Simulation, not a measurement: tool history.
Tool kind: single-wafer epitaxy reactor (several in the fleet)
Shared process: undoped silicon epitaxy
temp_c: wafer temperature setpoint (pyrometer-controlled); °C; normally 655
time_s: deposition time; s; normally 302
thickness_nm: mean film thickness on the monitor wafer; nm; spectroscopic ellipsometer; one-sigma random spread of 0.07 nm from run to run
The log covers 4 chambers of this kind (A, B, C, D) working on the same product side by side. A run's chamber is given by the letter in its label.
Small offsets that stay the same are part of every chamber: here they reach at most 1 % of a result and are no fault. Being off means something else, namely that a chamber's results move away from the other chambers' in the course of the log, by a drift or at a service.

run	day	temp_c	time_s	hours since the last pyrometer calibration	read-back reference wafer on the same gauge, thickness_nm	thickness_nm
1B	0.167	655	302	794.7	53.691	56.363
2A	0.329	655	302	2208.3	53.685	56.256
3D	0.512	655	302	1054.7	53.67	57.189
4C	0.679	655	302	949.9	53.665	56.773
5B	0.904	655	302	812.4	53.654	56.394
6C	1.112	655	302	960.3	53.657	56.78
7D	1.271	655	302	1072.9	53.674	56.932
8A	1.454	655	302	2235.3	53.639	56.29
9A	1.583	666	336	2238.4	53.644	79.603
10B	1.754	666	336	832.8	53.631	79.481
11C	1.862	666	336	978.3	53.632	79.55
12D	2.083	666	336	1092.4	53.62	79.919
13A	2.312	655	277	2255.9	53.597	51.72
14C	2.442	655	277	992.2	53.607	52.052
15D	2.625	655	277	1105.4	53.587	52.239
16B	2.821	655	277	858.4	53.595	51.577
17C	2.996	655	302	1005.5	53.591	56.583
18B	3.175	655	302	866.9	53.582	56.374
19A	3.367	655	302	2281.2	53.583	56.171
20D	3.588	655	302	1128.5	53.583	56.995
21D	3.821	655	302	1134.1	53.564	56.886
22C	4.021	655	302	1030.1	53.552	56.509
23A	4.208	655	302	2301.4	53.555	56.147
# day 4.329: chamber B: pyrometer calibrated
24B	4.425	655	302	2.4	53.523	56.231
25B	4.596	655	302	6.5	53.519	56.339
26C	4.779	655	302	1048.3	53.523	56.706
27D	4.929	663	302	1160.7	53.499	67.379
# day 5.142: chamber A: pyrometer calibrated
28A	5.154	663	302	0.3	53.501	66.93
29C	5.383	663	302	1062.8	53.482	66.818
30B	5.542	663	302	29.2	53.498	66.86
31D	5.696	655	302	1179.1	53.503	56.86
# day 5.867: chamber D: pyrometer calibrated
32A	5.875	655	302	17.6	53.471	56.216
33D	6.079	655	302	5.1	53.464	56.88
34C	6.208	655	302	1082.6	53.476	56.533
35B	6.421	655	302	50.3	53.452	56.33
36A	6.633	655	302	35.8	53.454	56.297
37D	6.829	655	302	23.1	53.443	56.652
38A	7.033	655	302	45.4	53.437	56.157

One chamber off, gauge drift, or nothing amiss beyond the chambers' own small offsets? If it is a chamber, which one, and what is the likeliest cause?

Every chamber seems to shift together because the gauge that measures them all drifts; the chambers themselves are fine.
What lies behind it: gauge reads low (%) = 0.507.

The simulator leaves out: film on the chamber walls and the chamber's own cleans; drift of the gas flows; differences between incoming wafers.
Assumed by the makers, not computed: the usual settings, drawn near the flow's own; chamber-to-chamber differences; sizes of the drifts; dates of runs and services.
